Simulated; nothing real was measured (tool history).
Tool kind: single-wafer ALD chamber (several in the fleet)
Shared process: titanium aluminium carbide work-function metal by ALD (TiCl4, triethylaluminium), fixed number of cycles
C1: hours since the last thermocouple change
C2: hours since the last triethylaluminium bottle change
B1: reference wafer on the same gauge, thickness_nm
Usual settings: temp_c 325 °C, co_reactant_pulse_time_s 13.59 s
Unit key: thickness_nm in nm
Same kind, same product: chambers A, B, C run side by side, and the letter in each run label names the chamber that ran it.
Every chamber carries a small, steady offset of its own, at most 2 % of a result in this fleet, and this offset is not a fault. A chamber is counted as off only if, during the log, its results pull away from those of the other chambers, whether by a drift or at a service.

Run 1A, hour 5.1: usual settings; C1 557.3; C2 680.8; B1 2.1197. Result: thickness_nm 2.2831 nm.
Run 2C, hour 12.1: usual settings; C1 901.9; C2 1670.3; B1 2.1199. Result: thickness_nm 2.2501 nm.
Run 3B, hour 19.9: usual settings; C1 1496.9; C2 313.6; B1 2.1199. Result: thickness_nm 2.3113 nm.
Run 4C, hour 23.8: usual settings; C1 913.6; C2 1682.0; B1 2.1199. Result: thickness_nm 2.2403 nm.
Run 5A, hour 28.3: usual settings; C1 580.5; C2 704.0; B1 2.1200. Result: thickness_nm 2.2848 nm.
Run 6B, hour 36.4: usual settings but co_reactant_pulse_time_s 10.23 s; C1 1513.4; C2 330.1; B1 2.1200. Result: thickness_nm 2.2620 nm.
Run 7A, hour 42.2: usual settings but co_reactant_pulse_time_s 10.23 s; C1 594.4; C2 717.9; B1 2.1196. Result: thickness_nm 2.2295 nm.
Run 8B, hour 48.8: usual settings but co_reactant_pulse_time_s 10.23 s; C1 1525.8; C2 342.5; B1 2.1200. Result: thickness_nm 2.2672 nm.
Run 9C, hour 54.3: usual settings; C1 944.1; C2 1712.5; B1 2.1201. Result: thickness_nm 2.2536 nm.
Run 10A, hour 59.6: usual settings; C1 611.8; C2 735.3; B1 2.1198. Result: thickness_nm 2.2879 nm.
Run 11B, hour 64.2: usual settings; C1 1541.2; C2 357.9; B1 2.1200. Result: thickness_nm 2.3167 nm.
Run 12C, hour 70.0: usual settings; C1 959.8; C2 1728.2; B1 2.1208. Result: thickness_nm 2.2483 nm.
Run 13B, hour 74.7: usual settings but temp_c 336 °C, co_reactant_pulse_time_s 16.66 s; C1 1551.7; C2 368.4; B1 2.1198. Result: thickness_nm 2.4440 nm.
Run 14A, hour 79.5: usual settings but temp_c 336 °C, co_reactant_pulse_time_s 16.66 s; C1 631.7; C2 755.2; B1 2.1203. Result: thickness_nm 2.3963 nm.
Run 15C, hour 86.4: usual settings but temp_c 336 °C, co_reactant_pulse_time_s 16.66 s; C1 976.2; C2 1744.6; B1 2.1209. Result: thickness_nm 2.3616 nm.
Run 16B, hour 92.4: usual settings; C1 1569.4; C2 386.1; B1 2.1202. Result: thickness_nm 2.3202 nm.
Run 17C, hour 99.3: usual settings; C1 989.1; C2 1757.5; B1 2.1206. Result: thickness_nm 2.2477 nm.
Run 18A, hour 106.0: usual settings; C1 658.2; C2 781.7; B1 2.1195. Result: thickness_nm 2.2829 nm.
Run 19C, hour 111.1: usual settings; C1 1000.9; C2 1769.3; B1 2.1191. Result: thickness_nm 2.2568 nm.
Run 20A, hour 116.2: usual settings; C1 668.4; C2 791.9; B1 2.1190. Result: thickness_nm 2.2852 nm.
Run 21B, hour 121.4: usual settings; C1 1598.4; C2 415.1; B1 2.1197. Result: thickness_nm 2.3347 nm.
Run 22C, hour 126.3: usual settings; C1 1016.1; C2 1784.5; B1 2.1210. Result: thickness_nm 2.2430 nm.
Run 23B, hour 131.6: usual settings; C1 1608.6; C2 425.3; B1 2.1203. Result: thickness_nm 2.3360 nm.
Run 24A, hour 137.9: usual settings; C1 690.1; C2 813.6; B1 2.1200. Result: thickness_nm 2.2725 nm.
Run 25C, hour 144.8: usual settings; C1 1034.6; C2 1803.0; B1 2.1204. Result: thickness_nm 2.2519 nm.
Run 26B, hour 148.8: usual settings; C1 1625.8; C2 442.5; B1 2.1192. Result: thickness_nm 2.3462 nm.
Run 27A, hour 152.9: usual settings; C1 705.1; C2 828.6; B1 2.1207. Result: thickness_nm 2.2707 nm.
Run 28B, hour 159.8: usual settings; C1 1636.8; C2 453.5; B1 2.1200. Result: thickness_nm 2.3502 nm.
Run 29C, hour 167.8: usual settings; C1 1057.6; C2 1826.0; B1 2.1196. Result: thickness_nm 2.2457 nm.
Run 30A, hour 172.1: usual settings; C1 724.3; C2 847.8; B1 2.1206. Result: thickness_nm 2.2931 nm.
Run 31B, hour 179.7: usual settings; C1 1656.7; C2 473.4; B1 2.1213. Result: thickness_nm 2.3509 nm.
Run 32A, hour 184.2: usual settings; C1 736.4; C2 859.9; B1 2.1205. Result: thickness_nm 2.2804 nm.
Run 33C, hour 188.8: usual settings; C1 1078.6; C2 1847.0; B1 2.1197. Result: thickness_nm 2.2504 nm.
Run 34B, hour 194.5: usual settings; C1 1671.5; C2 488.2; B1 2.1205. Result: thickness_nm 2.3546 nm.

Next, every chamber runs the same settings. What will each give?
Run 35A, hour 200.7: usual settings but co_reactant_pulse_time_s 11.67 s. Result: thickness_nm ?.
Run 35B, hour 200.7: usual settings but co_reactant_pulse_time_s 11.67 s. Result: thickness_nm ?.
Run 35C, hour 200.7: usual settings but co_reactant_pulse_time_s 11.67 s. Result: thickness_nm ?.

run  thickness_nm
35A        2.2581
35B        2.3334
35C        2.2439
